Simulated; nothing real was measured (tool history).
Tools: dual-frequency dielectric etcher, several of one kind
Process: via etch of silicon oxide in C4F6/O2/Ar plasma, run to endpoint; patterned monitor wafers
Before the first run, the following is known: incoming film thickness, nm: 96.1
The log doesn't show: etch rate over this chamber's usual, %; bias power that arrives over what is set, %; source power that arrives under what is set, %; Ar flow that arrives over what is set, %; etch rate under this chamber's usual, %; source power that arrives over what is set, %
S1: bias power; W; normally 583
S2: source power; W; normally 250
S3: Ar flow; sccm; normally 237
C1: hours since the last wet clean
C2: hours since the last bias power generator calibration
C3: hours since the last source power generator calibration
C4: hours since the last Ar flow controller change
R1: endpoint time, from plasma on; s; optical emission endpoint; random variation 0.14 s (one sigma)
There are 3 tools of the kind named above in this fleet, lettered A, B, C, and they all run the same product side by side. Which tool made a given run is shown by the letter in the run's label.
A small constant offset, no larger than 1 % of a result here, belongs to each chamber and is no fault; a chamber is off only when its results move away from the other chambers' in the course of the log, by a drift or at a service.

run   hour   S1   S2   S3     C1      C2      C3      C4      R1
 1A   11.4  583  250  237  174.8  2897.0  1204.8  1447.7  23.510
 2C   20.9  583  250  237  463.4  1036.2   518.1    55.4  23.035
 3B   34.1  583  250  237  303.1  1358.6  2258.6   371.8  22.866
 4A   40.3  583  250  237  203.7  2925.9  1233.7  1476.6  23.224
 5C   46.6  583  250  237  489.1  1061.9   543.8    81.1  22.742
 6B   56.3  583  250  237  325.3  1380.8  2280.8   394.0  23.271
 7A   65.6  583  250  237  229.0  2951.2  1259.0  1501.9  23.305
 8C   77.2  583  250  237  519.7  1092.5   574.4   111.7  22.892
 9B   90.1  583  250  237  359.1  1414.6  2314.6   427.8  23.408
      96.9  -- chamber B: source power generator calibrated
10C   98.4  583  250  237  540.9  1113.7   595.6   132.9  22.968
11B  109.1  583  250  237  378.1  1433.6    12.2   446.8  23.478
     112.2  -- chamber C: wet clean of the chamber
12A  115.1  583  210  237  278.5  3000.7  1308.5  1551.4  24.671
13A  126.4  583  210  237  289.8  3012.0  1319.8  1562.7  24.876
14B  136.5  583  210  237  405.5  1461.0    39.6   474.2  25.142
15C  143.9  583  250  237   31.8  1159.2   641.1   178.4  23.046
16C  151.4  583  250  207   39.3  1166.7   648.6   185.9  22.604
17B  159.9  583  250  207  428.9  1484.4    63.0   497.6  23.393
18A  172.9  583  250  207  336.3  3058.5  1366.3  1609.2  22.826
     182.4  -- chamber A: wet clean of the chamber
19B  182.7  526  250  237  451.7  1507.2    85.8   520.4  24.719
20A  194.2  526  250  237   11.8  3079.8  1387.6  1630.5  23.892
21C  203.9  526  250  237   91.8  1219.2   701.1   238.4  23.822
22A  214.7  583  250  237   32.3  3100.3  1408.1  1651.0  23.179
23C  221.7  583  250  237  109.6  1237.0   718.9   256.2  22.976
24B  233.6  583  250  237  502.6  1558.1   136.7   571.3  23.987

Next, all 3 chambers run the settings below, one line each with question marks for the results. What does each chamber give?
25A  243.0  583  210  237                   ?
25B  243.0  583  210  237                   ?
25C  243.0  583  210  237                   ?

run      R1
25A  24.820
25B  25.972
25C  24.229
